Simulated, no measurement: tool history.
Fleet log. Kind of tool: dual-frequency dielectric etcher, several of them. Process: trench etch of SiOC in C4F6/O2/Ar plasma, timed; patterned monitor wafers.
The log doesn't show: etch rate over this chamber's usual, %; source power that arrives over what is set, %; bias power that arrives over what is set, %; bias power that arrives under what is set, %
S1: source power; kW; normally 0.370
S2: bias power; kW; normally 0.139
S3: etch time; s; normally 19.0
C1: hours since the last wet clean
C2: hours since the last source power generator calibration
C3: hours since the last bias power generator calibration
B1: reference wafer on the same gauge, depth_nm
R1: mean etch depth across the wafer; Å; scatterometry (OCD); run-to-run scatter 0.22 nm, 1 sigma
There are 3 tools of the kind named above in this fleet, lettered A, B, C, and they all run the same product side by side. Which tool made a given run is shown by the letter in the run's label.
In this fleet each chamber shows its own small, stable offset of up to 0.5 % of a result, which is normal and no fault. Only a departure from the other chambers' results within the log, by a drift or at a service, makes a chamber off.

run   hour     S1     S2    S3     C1      C2      C3      B1      R1
 1C   14.2  0.370  0.139  19.0  289.7  1133.1  2262.7  40.203  353.29
 2A   24.7  0.370  0.139  19.0   68.0   811.0  2230.0  40.186  355.31
 3B   33.5  0.370  0.139  19.0   52.7  1698.1  1797.4  40.245  352.70
 4C   41.9  0.370  0.139  19.0  317.4  1160.8  2290.4  40.194  354.41
 5B   50.5  0.370  0.139  19.0   69.7  1715.1  1814.4  40.140  352.05
 6A   60.7  0.370  0.152  15.5  104.0   847.0  2266.0  40.239  297.85
 7C   72.6  0.370  0.152  15.5  348.1  1191.5  2321.1  40.173  293.75
 8B   86.2  0.370  0.152  15.5  105.4  1750.8  1850.1  40.143  296.41
 9A   94.9  0.370  0.139  19.0  138.2   881.2  2300.2  40.155  354.01
10B  107.3  0.370  0.139  19.0  126.5  1771.9  1871.2  40.177  354.04
11A  114.7  0.370  0.152  19.0  158.0   901.0  2320.0  40.243  370.41
12C  124.3  0.370  0.152  19.0  399.8  1243.2  2372.8  40.227  364.93
13B  131.0  0.370  0.152  19.0  150.2  1795.6  1894.9  40.207  361.99
14C  140.3  0.370  0.139  19.0  415.8  1259.2  2388.8  40.172  353.55
15A  153.8  0.370  0.139  19.0  197.1   940.1  2359.1  40.240  357.02
16C  164.5  0.370  0.108  19.0  440.0  1283.4  2413.0  40.148  325.89
     178.6  -- chamber B: source power generator calibrated
17B  179.0  0.370  0.108  19.0  198.2     0.4  1942.9  40.259  324.62
18A  185.8  0.370  0.108  19.0  229.1   972.1  2391.1  40.191  332.85
19A  198.6  0.370  0.139  19.0  241.9   984.9  2403.9  40.182  357.71
20B  209.7  0.370  0.139  19.0  228.9    31.1  1973.6  40.220  355.23
     215.2  -- chamber C: wet clean of the chamber
21C  216.4  0.340  0.121  19.0    1.2  1335.3  2464.9  40.219  326.26
22C  230.9  0.340  0.121  19.0   15.7  1349.8  2479.4  40.222  330.29
23B  240.6  0.340  0.121  19.0  259.8    62.0  2004.5  40.262  329.05
24A  249.5  0.370  0.139  19.0  292.8  1035.8  2454.8  40.298  353.47
25A  258.7  0.370  0.139  19.0  302.0  1045.0  2464.0  40.256  356.98
26C  271.5  0.370  0.139  15.5   56.3  1390.4  2520.0  40.212  290.06
27B  283.1  0.370  0.139  15.5  302.3   104.5  2047.0  40.236  285.06
28B  290.1  0.370  0.139  15.5  309.3   111.5  2054.0  40.219  287.82
29A  300.6  0.370  0.139  19.0  343.9  1086.9  2505.9  40.185  353.22
30C  307.6  0.370  0.139  19.0   92.4  1426.5  2556.1  40.260  355.74
31C  320.5  0.370  0.139  19.0  105.3  1439.4  2569.0  40.124  351.79
32B  334.6  0.370  0.139  19.0  353.8   156.0  2098.5  40.233  351.69
33A  342.0  0.370  0.139  19.0  385.3  1128.3  2547.3  40.176  357.39
34C  351.9  0.370  0.139  19.0  136.7  1470.8  2600.4  40.229  355.80
35B  363.7  0.370  0.139  19.0  382.9   185.1  2127.6  40.122  354.09
36A  376.2  0.370  0.139  19.0  419.5  1162.5  2581.5  40.225  355.00

Which is it: a chamber that has drifted or been left off by a service, a gauge drift common to all chambers, or only each chamber's usual small offset? If a chamber is off, name it and its likeliest cause.

Nothing is wrong: each chamber keeps only its own small, steady offset and the gauge holds still.
